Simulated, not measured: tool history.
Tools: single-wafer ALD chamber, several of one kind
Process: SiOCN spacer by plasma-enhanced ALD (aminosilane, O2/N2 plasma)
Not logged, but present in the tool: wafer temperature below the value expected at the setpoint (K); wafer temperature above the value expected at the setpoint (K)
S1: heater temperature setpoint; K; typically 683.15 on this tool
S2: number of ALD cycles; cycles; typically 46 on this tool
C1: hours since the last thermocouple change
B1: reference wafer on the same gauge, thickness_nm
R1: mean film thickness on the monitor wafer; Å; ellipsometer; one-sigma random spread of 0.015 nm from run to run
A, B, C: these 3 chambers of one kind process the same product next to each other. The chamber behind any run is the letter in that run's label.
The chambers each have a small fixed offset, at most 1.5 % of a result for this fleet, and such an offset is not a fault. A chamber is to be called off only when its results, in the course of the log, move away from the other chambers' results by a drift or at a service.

| run | hour | S1 | S2 | C1 | B1 | R1 |
|---|---|---|---|---|---|---|
| 1C | 11.1 | 683.15 | 46 | 691.4 | 2.3099 | 27.248 |
| 2A | 23.6 | 683.15 | 46 | 739.2 | 2.3107 | 27.035 |
| 3B | 33.4 | 683.15 | 46 | 1211.6 | 2.3095 | 26.787 |
| 4C | 42.7 | 683.15 | 46 | 723 | 2.3081 | 26.489 |
| 5B | 49.5 | 683.15 | 46 | 1227.7 | 2.3085 | 26.669 |
| 6A | 57 | 683.15 | 46 | 772.6 | 2.3077 | 27.028 |
| 7A | 68.3 | 683.15 | 46 | 783.9 | 2.3153 | 27.294 |
| 8C | 76.9 | 695.15 | 40 | 757.2 | 2.3116 | 22.507 |
| 9B | 85.3 | 695.15 | 40 | 1263.5 | 2.311 | 22.269 |
| 10A | 92.7 | 695.15 | 40 | 808.3 | 2.3099 | 22.508 |
| 11C | 107.4 | 683.15 | 46 | 787.7 | 2.31 | 26.959 |
| 12B | 116.7 | 683.15 | 46 | 1294.9 | 2.3104 | 26.908 |
| 13A | 125.3 | 683.15 | 46 | 840.9 | 2.3118 | 26.848 |
| 14B | 136.4 | 683.15 | 46 | 1314.6 | 2.3143 | 26.621 |
| 15C | 143.5 | 683.15 | 46 | 823.8 | 2.3092 | 26.84 |
| 16B | 151.7 | 669.15 | 37 | 1329.9 | 2.3104 | 22.036 |
| 17A | 161.3 | 669.15 | 37 | 876.9 | 2.3067 | 22.174 |
| 18C | 170.8 | 669.15 | 37 | 851.1 | 2.3097 | 22.244 |
| 19C | 179.4 | 683.15 | 46 | 859.7 | 2.3098 | 26.754 |
| 20B | 188.3 | 691.15 | 50 | 1366.5 | 2.3119 | 28.332 |
|  | 190.7 | chamber B: thermocouple changed; heater temperature recalibrated |
| 21A | 199.7 | 691.15 | 50 | 915.3 | 2.3093 | 28.663 |
| 22A | 207.2 | 691.15 | 50 | 922.8 | 2.3109 | 28.603 |
| 23C | 219.2 | 691.15 | 49 | 899.5 | 2.3112 | 27.851 |
| 24B | 228.1 | 691.15 | 49 | 37.4 | 2.3101 | 27.675 |
| 25A | 239.5 | 691.15 | 49 | 955.1 | 2.312 | 27.999 |
| 26C | 251.9 | 683.15 | 46 | 932.2 | 2.3087 | 26.786 |
| 27B | 260.3 | 683.15 | 46 | 69.6 | 2.3108 | 26.536 |
| 28B | 270 | 683.15 | 46 | 79.3 | 2.3096 | 26.514 |
| 29C | 278.7 | 683.15 | 46 | 959 | 2.3111 | 27.19 |
| 30A | 292.8 | 683.15 | 46 | 1008.4 | 2.3116 | 27.072 |
| 31A | 304.2 | 683.15 | 46 | 1019.8 | 2.3097 | 27.323 |
| 32B | 310.9 | 683.15 | 46 | 120.2 | 2.3069 | 26.935 |
| 33C | 324.6 | 683.15 | 46 | 1004.9 | 2.3076 | 26.968 |
| 34B | 332.4 | 683.15 | 46 | 141.7 | 2.3084 | 26.21 |
| 35A | 339.4 | 683.15 | 46 | 1055 | 2.3086 | 26.768 |
| 36C | 346 | 683.15 | 46 | 1026.3 | 2.3119 | 26.695 |
| 37C | 355.5 | 683.15 | 46 | 1035.8 | 2.3098 | 27.11 |
| 38B | 362.5 | 683.15 | 46 | 171.8 | 2.3085 | 26.559 |

Next, all 3 chambers run the settings below, one line each with question marks for the results. What does each chamber give?
| 39A | 373.4 | 683.15 | 46 |  |  | ? |
| 39B | 373.4 | 683.15 | 46 |  |  | ? |
| 39C | 373.4 | 683.15 | 46 |  |  | ? |

| run | R1 |
|---|---|
| 39A | 26.848 |
| 39B | 26.562 |
| 39C | 27.123 |
